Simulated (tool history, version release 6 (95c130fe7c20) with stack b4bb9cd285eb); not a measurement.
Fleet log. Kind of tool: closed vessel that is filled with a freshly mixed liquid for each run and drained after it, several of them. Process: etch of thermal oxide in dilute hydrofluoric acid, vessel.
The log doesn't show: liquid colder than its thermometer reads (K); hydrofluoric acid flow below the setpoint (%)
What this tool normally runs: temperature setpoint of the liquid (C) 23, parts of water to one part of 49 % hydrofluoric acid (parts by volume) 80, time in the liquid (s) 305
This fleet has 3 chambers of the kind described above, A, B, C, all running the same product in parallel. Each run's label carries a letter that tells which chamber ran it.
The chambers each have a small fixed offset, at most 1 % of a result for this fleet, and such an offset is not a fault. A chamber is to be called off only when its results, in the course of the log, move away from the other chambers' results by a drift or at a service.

run,hour,temperature setpoint of the liquid (C),parts of water to one part of 49 % hydrofluoric acid (parts by volume),time in the liquid (s),hours since the thermometer was replaced,hours since the hydrofluoric acid flow meter was replaced,"read-back film thickness of the thermal oxide reference wafer, read on the same gauge (nm)",thickness taken off the thermal oxide on a monitor wafer (Å)
1A,10.0,23,80,305,1136.8,1676.9,29.999,175.52
2C,15.0,23,80,305,27.2,1807.3,29.988,175.72
3B,21.0,23,80,305,569.2,1983.3,29.996,174.47
4B,30.6,23,80,305,578.8,1992.9,29.990,173.27
5C,38.5,23,80,305,50.7,1830.8,30.025,174.72
6A,46.0,23,80,305,1172.8,1712.9,29.999,173.95
7A,52.2,23,80,305,1179.0,1719.1,29.996,175.95
8B,59.4,23,80,305,607.6,2021.7,30.006,172.82
9C,65.0,23,80,305,77.2,1857.3,30.012,175.29
10C,71.4,23,80,305,83.6,1863.7,29.996,173.91
11B,81.1,23,80,305,629.3,2043.4,30.005,174.11
12A,90.2,23,80,305,1217.0,1757.1,29.998,175.79
13C,97.7,23,80,305,109.9,1890.0,29.986,175.50
14B,105.6,23,80,305,653.8,2067.9,29.981,173.23
15A,113.0,23,80,305,1239.8,1779.9,30.030,176.34
16B,122.8,23,80,305,671.0,2085.1,29.998,174.30
17C,127.7,23,80,305,139.9,1920.0,29.998,174.91
18A,135.7,23,80,305,1262.5,1802.6,30.004,176.27
19B,142.9,21,80,305,691.1,2105.2,30.004,160.97
20A,149.1,21,80,305,1275.9,1816.0,29.990,160.39
21C,156.5,21,80,305,168.7,1948.8,29.986,161.24
22A,166.0,23,80,305,1292.8,1832.9,30.005,173.66
23C,171.4,23,80,305,183.6,1963.7,29.998,175.71
24B,179.7,23,80,305,727.9,2142.0,30.015,174.34
25C,188.7,23,80,305,200.9,1981.0,30.006,175.10
26B,197.5,23,80,305,745.7,2159.8,30.011,173.31
27A,208.2,23,80,305,1335.0,1875.1,30.000,174.59
28C,214.3,23,80,305,226.5,2006.6,30.001,174.21
29B,223.9,23,80,305,772.1,2186.2,30.014,174.56
# hour 226.1: chamber A: hydrofluoric acid flow meter replaced
30A,229.8,23,80,305,1356.6,3.8,29.981,174.78
31B,239.4,23,80,305,787.6,2201.7,30.012,172.94
32A,245.5,23,80,305,1372.3,19.5,29.998,174.90

Next, all 3 chambers run the settings below, one line each with question marks for the results. What does each chamber give?
33A,253.1,23,80,220,,,,?
33B,253.1,23,80,220,,,,?
33C,253.1,23,80,220,,,,?

run,thickness taken off the thermal oxide on a monitor wafer (Å)
33A,126.06
33B,125.20
33C,125.46
